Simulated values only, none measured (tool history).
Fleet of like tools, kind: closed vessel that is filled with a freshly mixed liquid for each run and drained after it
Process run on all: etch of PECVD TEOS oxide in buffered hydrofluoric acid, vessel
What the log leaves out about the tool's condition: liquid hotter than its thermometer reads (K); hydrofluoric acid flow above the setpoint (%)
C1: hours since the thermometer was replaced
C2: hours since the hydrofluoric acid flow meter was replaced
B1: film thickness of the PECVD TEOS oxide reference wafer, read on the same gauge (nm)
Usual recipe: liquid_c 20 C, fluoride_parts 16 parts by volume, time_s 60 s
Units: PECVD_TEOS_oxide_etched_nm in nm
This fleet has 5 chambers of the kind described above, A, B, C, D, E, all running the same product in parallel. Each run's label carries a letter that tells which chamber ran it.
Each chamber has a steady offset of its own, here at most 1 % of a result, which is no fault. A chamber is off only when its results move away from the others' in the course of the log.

{"run": "1E", "hour": 5.4, "liquid_c": 20, "fluoride_parts": 16, "time_s": 60, "C1": 212.8, "C2": 802.2, "B1": 59.968, "PECVD_TEOS_oxide_etched_nm": 57.593}
{"run": "2A", "hour": 13.2, "liquid_c": 20, "fluoride_parts": 16, "time_s": 60, "C1": 18.6, "C2": 500.4, "B1": 60.009, "PECVD_TEOS_oxide_etched_nm": 57.823}
{"run": "3B", "hour": 20.8, "liquid_c": 20, "fluoride_parts": 16, "time_s": 60, "C1": 1992.3, "C2": 425.4, "B1": 60.013, "PECVD_TEOS_oxide_etched_nm": 58.103}
{"run": "4C", "hour": 27.4, "liquid_c": 20, "fluoride_parts": 16, "time_s": 60, "C1": 813.5, "C2": 53.4, "B1": 59.998, "PECVD_TEOS_oxide_etched_nm": 58.175}
{"run": "5D", "hour": 33.1, "liquid_c": 20, "fluoride_parts": 16, "time_s": 60, "C1": 859.1, "C2": 598.4, "B1": 60.017, "PECVD_TEOS_oxide_etched_nm": 57.938}
{"run": "6B", "hour": 37.6, "liquid_c": 20, "fluoride_parts": 16, "time_s": 60, "C1": 2009.1, "C2": 442.2, "B1": 59.992, "PECVD_TEOS_oxide_etched_nm": 57.769}
{"run": "7D", "hour": 45.1, "liquid_c": 20, "fluoride_parts": 16, "time_s": 60, "C1": 871.1, "C2": 610.4, "B1": 59.983, "PECVD_TEOS_oxide_etched_nm": 57.518}
{"run": "8E", "hour": 51.4, "liquid_c": 20, "fluoride_parts": 16, "time_s": 60, "C1": 258.8, "C2": 848.2, "B1": 60.021, "PECVD_TEOS_oxide_etched_nm": 58.024}
{"run": "9A", "hour": 56.2, "liquid_c": 20, "fluoride_parts": 16, "time_s": 60, "C1": 61.6, "C2": 543.4, "B1": 59.998, "PECVD_TEOS_oxide_etched_nm": 58.366}
{"run": "10C", "hour": 59.9, "liquid_c": 20, "fluoride_parts": 16, "time_s": 60, "C1": 846, "C2": 85.9, "B1": 60.002, "PECVD_TEOS_oxide_etched_nm": 57.992}
{"run": "11C", "hour": 65.2, "liquid_c": 20, "fluoride_parts": 16, "time_s": 60, "C1": 851.3, "C2": 91.2, "B1": 59.988, "PECVD_TEOS_oxide_etched_nm": 58.108}
{"run": "12B", "hour": 70.4, "liquid_c": 20, "fluoride_parts": 16, "time_s": 60, "C1": 2041.9, "C2": 475, "B1": 59.964, "PECVD_TEOS_oxide_etched_nm": 57.931}
{"run": "13D", "hour": 75.3, "liquid_c": 20, "fluoride_parts": 16, "time_s": 60, "C1": 901.3, "C2": 640.6, "B1": 60.017, "PECVD_TEOS_oxide_etched_nm": 58.173}
{"run": "14E", "hour": 81.1, "liquid_c": 20, "fluoride_parts": 16, "time_s": 60, "C1": 288.5, "C2": 877.9, "B1": 60.015, "PECVD_TEOS_oxide_etched_nm": 57.651}
{"run": "15A", "hour": 86.9, "liquid_c": 20, "fluoride_parts": 16, "time_s": 60, "C1": 92.3, "C2": 574.1, "B1": 59.994, "PECVD_TEOS_oxide_etched_nm": 57.685}
{"run": "16A", "hour": 90.7, "liquid_c": 20, "fluoride_parts": 16, "time_s": 60, "C1": 96.1, "C2": 577.9, "B1": 60.016, "PECVD_TEOS_oxide_etched_nm": 58.083}
{"run": "17E", "hour": 95.3, "liquid_c": 20, "fluoride_parts": 16, "time_s": 60, "C1": 302.7, "C2": 892.1, "B1": 60.011, "PECVD_TEOS_oxide_etched_nm": 58.312}
{"run": "18C", "hour": 103.3, "liquid_c": 20, "fluoride_parts": 16, "time_s": 60, "C1": 889.4, "C2": 129.3, "B1": 60.003, "PECVD_TEOS_oxide_etched_nm": 58.217}
{"run": "19D", "hour": 109.0, "liquid_c": 20, "fluoride_parts": 16, "time_s": 60, "C1": 935, "C2": 674.3, "B1": 59.993, "PECVD_TEOS_oxide_etched_nm": 57.839}
{"run": "20B", "hour": 116.3, "liquid_c": 20, "fluoride_parts": 16, "time_s": 60, "C1": 2087.8, "C2": 520.9, "B1": 59.999, "PECVD_TEOS_oxide_etched_nm": 58.011}
{"run": "21D", "hour": 123.0, "liquid_c": 20, "fluoride_parts": 16, "time_s": 60, "C1": 949, "C2": 688.3, "B1": 60.004, "PECVD_TEOS_oxide_etched_nm": 57.368}
{"run": "22E", "hour": 127.3, "liquid_c": 20, "fluoride_parts": 16, "time_s": 60, "C1": 334.7, "C2": 924.1, "B1": 59.994, "PECVD_TEOS_oxide_etched_nm": 58.355}
{"run": "23C", "hour": 134.8, "liquid_c": 20, "fluoride_parts": 16, "time_s": 60, "C1": 920.9, "C2": 160.8, "B1": 60.009, "PECVD_TEOS_oxide_etched_nm": 58.005}
{"run": "24A", "hour": 140.3, "liquid_c": 20, "fluoride_parts": 16, "time_s": 60, "C1": 145.7, "C2": 627.5, "B1": 59.997, "PECVD_TEOS_oxide_etched_nm": 58.012}
{"run": "25B", "hour": 146.6, "liquid_c": 20, "fluoride_parts": 16, "time_s": 60, "C1": 2118.1, "C2": 551.2, "B1": 59.986, "PECVD_TEOS_oxide_etched_nm": 57.606}
{"run": "26D", "hour": 150.5, "liquid_c": 20, "fluoride_parts": 16, "time_s": 60, "C1": 976.5, "C2": 715.8, "B1": 59.958, "PECVD_TEOS_oxide_etched_nm": 57.825}
{"run": "27E", "hour": 155.6, "liquid_c": 20, "fluoride_parts": 16, "time_s": 60, "C1": 363, "C2": 952.4, "B1": 59.996, "PECVD_TEOS_oxide_etched_nm": 57.7}
{"run": "28B", "hour": 159.2, "liquid_c": 20, "fluoride_parts": 16, "time_s": 60, "C1": 2130.7, "C2": 563.8, "B1": 60.024, "PECVD_TEOS_oxide_etched_nm": 57.646}
{"run": "29A", "hour": 165.0, "liquid_c": 20, "fluoride_parts": 16, "time_s": 60, "C1": 170.4, "C2": 652.2, "B1": 60.031, "PECVD_TEOS_oxide_etched_nm": 57.978}
{"run": "30C", "hour": 170.5, "liquid_c": 20, "fluoride_parts": 16, "time_s": 60, "C1": 956.6, "C2": 196.5, "B1": 59.965, "PECVD_TEOS_oxide_etched_nm": 58.009}
{"run": "31B", "hour": 178.4, "liquid_c": 20, "fluoride_parts": 16, "time_s": 60, "C1": 2149.9, "C2": 583, "B1": 60.017, "PECVD_TEOS_oxide_etched_nm": 57.876}
{"run": "32E", "hour": 183.2, "liquid_c": 20, "fluoride_parts": 16, "time_s": 60, "C1": 390.6, "C2": 980, "B1": 60.014, "PECVD_TEOS_oxide_etched_nm": 58.223}
{"run": "33D", "hour": 190.2, "liquid_c": 20, "fluoride_parts": 16, "time_s": 60, "C1": 1016.2, "C2": 755.5, "B1": 59.998, "PECVD_TEOS_oxide_etched_nm": 57.738}
{"run": "34A", "hour": 193.8, "liquid_c": 20, "fluoride_parts": 14, "time_s": 75, "C1": 199.2, "C2": 681, "B1": 59.999, "PECVD_TEOS_oxide_etched_nm": 82.634}
{"run": "35C", "hour": 201.0, "liquid_c": 20, "fluoride_parts": 14, "time_s": 75, "C1": 987.1, "C2": 227, "B1": 60.01, "PECVD_TEOS_oxide_etched_nm": 82.728}
{"run": "36B", "hour": 204.6, "liquid_c": 20, "fluoride_parts": 14, "time_s": 75, "C1": 2176.1, "C2": 609.2, "B1": 60.012, "PECVD_TEOS_oxide_etched_nm": 82.27}
{"run": "37D", "hour": 212.3, "liquid_c": 20, "fluoride_parts": 14, "time_s": 75, "C1": 1038.3, "C2": 777.6, "B1": 59.992, "PECVD_TEOS_oxide_etched_nm": 83.099}

Decide between three cases: one chamber stands off from its peers, the gauge reading all wafers drifts, or nothing is wrong past each chamber's small offset. Where a chamber is off, say which and what most likely put it there.

All chambers stay in line apart from their small fixed offsets, and the gauge does not drift.
